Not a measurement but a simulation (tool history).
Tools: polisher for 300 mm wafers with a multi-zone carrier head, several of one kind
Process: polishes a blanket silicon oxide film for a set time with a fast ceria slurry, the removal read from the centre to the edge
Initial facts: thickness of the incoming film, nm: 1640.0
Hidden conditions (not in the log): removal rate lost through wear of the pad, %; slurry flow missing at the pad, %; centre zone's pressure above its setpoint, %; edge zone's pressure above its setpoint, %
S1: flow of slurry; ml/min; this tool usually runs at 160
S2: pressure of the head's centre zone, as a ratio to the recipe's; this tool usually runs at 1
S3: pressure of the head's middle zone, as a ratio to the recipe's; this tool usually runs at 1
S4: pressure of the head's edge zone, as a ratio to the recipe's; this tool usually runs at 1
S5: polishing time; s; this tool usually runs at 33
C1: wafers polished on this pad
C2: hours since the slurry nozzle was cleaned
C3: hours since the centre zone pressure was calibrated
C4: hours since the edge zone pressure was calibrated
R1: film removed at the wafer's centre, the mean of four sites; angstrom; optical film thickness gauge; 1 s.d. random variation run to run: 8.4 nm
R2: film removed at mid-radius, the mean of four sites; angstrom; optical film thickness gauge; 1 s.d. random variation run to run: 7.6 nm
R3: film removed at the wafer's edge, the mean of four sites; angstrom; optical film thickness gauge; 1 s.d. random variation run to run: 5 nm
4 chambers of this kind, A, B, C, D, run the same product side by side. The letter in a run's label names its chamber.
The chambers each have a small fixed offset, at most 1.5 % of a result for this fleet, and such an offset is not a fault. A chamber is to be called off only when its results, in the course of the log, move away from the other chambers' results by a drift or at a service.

Run 1B, hour 11: usual settings; C1 394; C2 34.8; C3 330.9; C4 697.6. Result: R1 5682.1 angstrom, R2 5671.8 angstrom, R3 5768.7 angstrom.
At hour 18.9: chamber D: worn pad replaced by a new one.
Run 2D, hour 24.1: usual settings; C1 49; C2 467.6; C3 439.3; C4 710.3. Result: R1 5746.8 angstrom, R2 5812.2 angstrom, R3 5710.9 angstrom.
Run 3C, hour 34.1: usual settings; C1 425; C2 49.8; C3 136; C4 543.9. Result: R1 5701.1 angstrom, R2 5729.5 angstrom, R3 5659.8 angstrom.
At hour 45.3: chamber A: worn pad replaced by a new one.
Run 4A, hour 48.3: usual settings; C1 28; C2 146.5; C3 259.9; C4 136.3. Result: R1 5622.9 angstrom, R2 5759.2 angstrom, R3 5750.6 angstrom.
Run 5D, hour 59.6: usual settings; C1 379; C2 503.1; C3 474.8; C4 745.8. Result: R1 5720.7 angstrom, R2 5673.2 angstrom, R3 5563.8 angstrom.
At hour 61.6: chamber C: worn pad replaced by a new one.
Run 6A, hour 73: usual settings but S1 125 ml/min, S3 0.92; C1 257; C2 171.2; C3 284.6; C4 161. Result: R1 5307.6 angstrom, R2 5097.5 angstrom, R3 5500.6 angstrom.
Run 7B, hour 87.7: usual settings but S1 125 ml/min, S3 0.92; C1 1108; C2 111.5; C3 407.6; C4 774.3. Result: R1 5255 angstrom, R2 5062.2 angstrom, R3 5422.3 angstrom.
At hour 89.1: chamber B: edge zone pressure recalibrated.
Run 8C, hour 100.7: usual settings but S1 125 ml/min, S3 0.92; C1 364; C2 116.4; C3 202.6; C4 610.5. Result: R1 5180 angstrom, R2 5017.1 angstrom, R3 5450.2 angstrom.
Run 9C, hour 107.7: usual settings but S1 125 ml/min, S3 0.92; C1 429; C2 123.4; C3 209.6; C4 617.5. Result: R1 5271.2 angstrom, R2 4932.8 angstrom, R3 5438.7 angstrom.
Run 10D, hour 117.3: usual settings; C1 916; C2 560.8; C3 532.5; C4 803.5. Result: R1 5760.9 angstrom, R2 5798 angstrom, R3 5700.8 angstrom.
Run 11A, hour 124.4: usual settings; C1 736; C2 222.6; C3 336; C4 212.4. Result: R1 5565.9 angstrom, R2 5597.5 angstrom, R3 5699 angstrom.
Run 12B, hour 133.8: usual settings but S3 0.88; C1 1537; C2 157.6; C3 453.7; C4 44.7. Result: R1 5551.1 angstrom, R2 4980.2 angstrom, R3 5458.4 angstrom.
At hour 134.2: chamber D: worn pad replaced by a new one.
Run 13C, hour 145.4: usual settings but S3 0.88; C1 780; C2 161.1; C3 247.3; C4 655.2. Result: R1 5667 angstrom, R2 5101.8 angstrom, R3 5740.3 angstrom.
At hour 153.7: chamber C: worn pad replaced by a new one.
Run 14A, hour 157.9: usual settings but S3 0.88; C1 1048; C2 256.1; C3 369.5; C4 245.9. Result: R1 5701.2 angstrom, R2 4972 angstrom, R3 5712.3 angstrom.
At hour 159.6: chamber A: worn pad replaced by a new one.
Run 15B, hour 166.1: usual settings but S3 0.88; C1 1837; C2 189.9; C3 486; C4 77. Result: R1 5613 angstrom, R2 4755.2 angstrom, R3 5463.7 angstrom.
Run 16D, hour 176.3: usual settings; C1 392; C2 619.8; C3 591.5; C4 862.5. Result: R1 5775.2 angstrom, R2 5866 angstrom, R3 5757.8 angstrom.
Run 17B, hour 183.5: usual settings; C1 1999; C2 207.3; C3 503.4; C4 94.4. Result: R1 5364.9 angstrom, R2 5531.1 angstrom, R3 5472.9 angstrom.
Run 18C, hour 197.2: usual settings; C1 405; C2 212.9; C3 299.1; C4 707. Result: R1 5608.5 angstrom, R2 5754.3 angstrom, R3 5544.4 angstrom.
Run 19A, hour 212.2: usual settings; C1 490; C2 310.4; C3 423.8; C4 300.2. Result: R1 5644.9 angstrom, R2 5629.2 angstrom, R3 5705.7 angstrom.
At hour 225: chamber C: worn pad replaced by a new one.
Run 20D, hour 225: usual settings; C1 845; C2 668.5; C3 640.2; C4 911.2. Result: R1 5724.5 angstrom, R2 5700.7 angstrom, R3 5709.9 angstrom.
Run 21A, hour 232.9: usual settings but S2 1.04, S3 1.08; C1 682; C2 331.1; C3 444.5; C4 320.9. Result: R1 5947.4 angstrom, R2 6029.9 angstrom, R3 5707.6 angstrom.
At hour 236.2: chamber B: slurry nozzle cleaned.
Run 22C, hour 244.7: usual settings but S2 1.04, S3 1.08; C1 183; C2 260.4; C3 346.6; C4 754.5. Result: R1 5909.1 angstrom, R2 6100 angstrom, R3 5652.3 angstrom.
Run 23D, hour 258.9: usual settings but S2 1.04, S3 1.08; C1 1161; C2 702.4; C3 674.1; C4 945.1. Result: R1 5856.3 angstrom, R2 6078.1 angstrom, R3 5713.5 angstrom.
At hour 261.9: chamber A: worn pad replaced by a new one.
At hour 264.8: chamber D: worn pad replaced by a new one.
At hour 265.2: chamber C: slurry nozzle cleaned.
Run 24B, hour 267.2: usual settings but S2 1.04, S3 1.08; C1 2778; C2 31; C3 587.1; C4 178.1. Result: R1 5613 angstrom, R2 5741.2 angstrom, R3 5368.3 angstrom.
Run 25D, hour 281.7: usual settings; C1 157; C2 725.2; C3 696.9; C4 967.9. Result: R1 5702.8 angstrom, R2 5664.3 angstrom, R3 5617.3 angstrom.
Run 26A, hour 293.5: usual settings; C1 294; C2 391.7; C3 505.1; C4 381.5. Result: R1 5624.9 angstrom, R2 5686.9 angstrom, R3 5712.3 angstrom.
At hour 300.4: chamber C: worn pad replaced by a new one.
Run 27B, hour 305.5: usual settings; C1 3134; C2 69.3; C3 625.4; C4 216.4. Result: R1 5336.1 angstrom, R2 5358.4 angstrom, R3 5283.6 angstrom.
Run 28C, hour 312.8: usual settings; C1 115; C2 47.7; C3 414.7; C4 822.6. Result: R1 5565.4 angstrom, R2 5719.3 angstrom, R3 5670.5 angstrom.
At hour 313.1: chamber A: centre zone pressure recalibrated.
Run 29A, hour 324.9: usual settings; C1 586; C2 423.1; C3 11.8; C4 412.9. Result: R1 5672.3 angstrom, R2 5596.3 angstrom, R3 5638.3 angstrom.
Run 30D, hour 334.7: usual settings; C1 651; C2 778.2; C3 749.9; C4 1020.9. Result: R1 5656.6 angstrom, R2 5681.2 angstrom, R3 5732.8 angstrom.
Run 31C, hour 345.9: usual settings; C1 423; C2 80.8; C3 447.8; C4 855.7. Result: R1 5662.3 angstrom, R2 5523.6 angstrom, R3 5640.5 angstrom.
At hour 350: chamber D: slurry nozzle cleaned.
Run 32B, hour 356.7: usual settings; C1 3611; C2 120.5; C3 676.6; C4 267.6. Result: R1 5112 angstrom, R2 5378.5 angstrom, R3 5170.1 angstrom.
Run 33A, hour 364.3: usual settings; C1 953; C2 462.5; C3 51.2; C4 452.3. Result: R1 5784.7 angstrom, R2 5662.3 angstrom, R3 5727.7 angstrom.
Run 34C, hour 379.2: usual settings; C1 733; C2 114.1; C3 481.1; C4 889. Result: R1 5609.5 angstrom, R2 5670.9 angstrom, R3 5632.4 angstrom.
At hour 379.9: chamber A: worn pad replaced by a new one.
At hour 381.6: chamber D: worn pad replaced by a new one.
Run 35D, hour 392.7: usual settings; C1 103; C2 42.7; C3 807.9; C4 1078.9. Result: R1 5749.7 angstrom, R2 5815.1 angstrom, R3 5593.2 angstrom.
Run 36B, hour 406.9: usual settings; C1 4078; C2 170.7; C3 726.8; C4 317.8. Result: R1 5218.9 angstrom, R2 5137.7 angstrom, R3 5138.1 angstrom.
Run 37A, hour 416.2: usual settings; C1 338; C2 514.4; C3 103.1; C4 504.2. Result: R1 5596.3 angstrom, R2 5691.4 angstrom, R3 5633.8 angstrom.

Predict what each chamber gives when all 4 of them run the settings below next.
Run 38A, hour 426.9: usual settings. Result: R1 ?, R2 ?, R3 ?.
Run 38B, hour 426.9: usual settings. Result: R1 ?, R2 ?, R3 ?.
Run 38C, hour 426.9: usual settings. Result: R1 ?, R2 ?, R3 ?.
Run 38D, hour 426.9: usual settings. Result: R1 ?, R2 ?, R3 ?.

run      R1      R2      R3
38A  5616.1  5625.1  5623.1
38B  5122.4  5140.6  5144.5
38C  5609.9  5673.3    5766
38D  5714.1  5764.7  5713.1
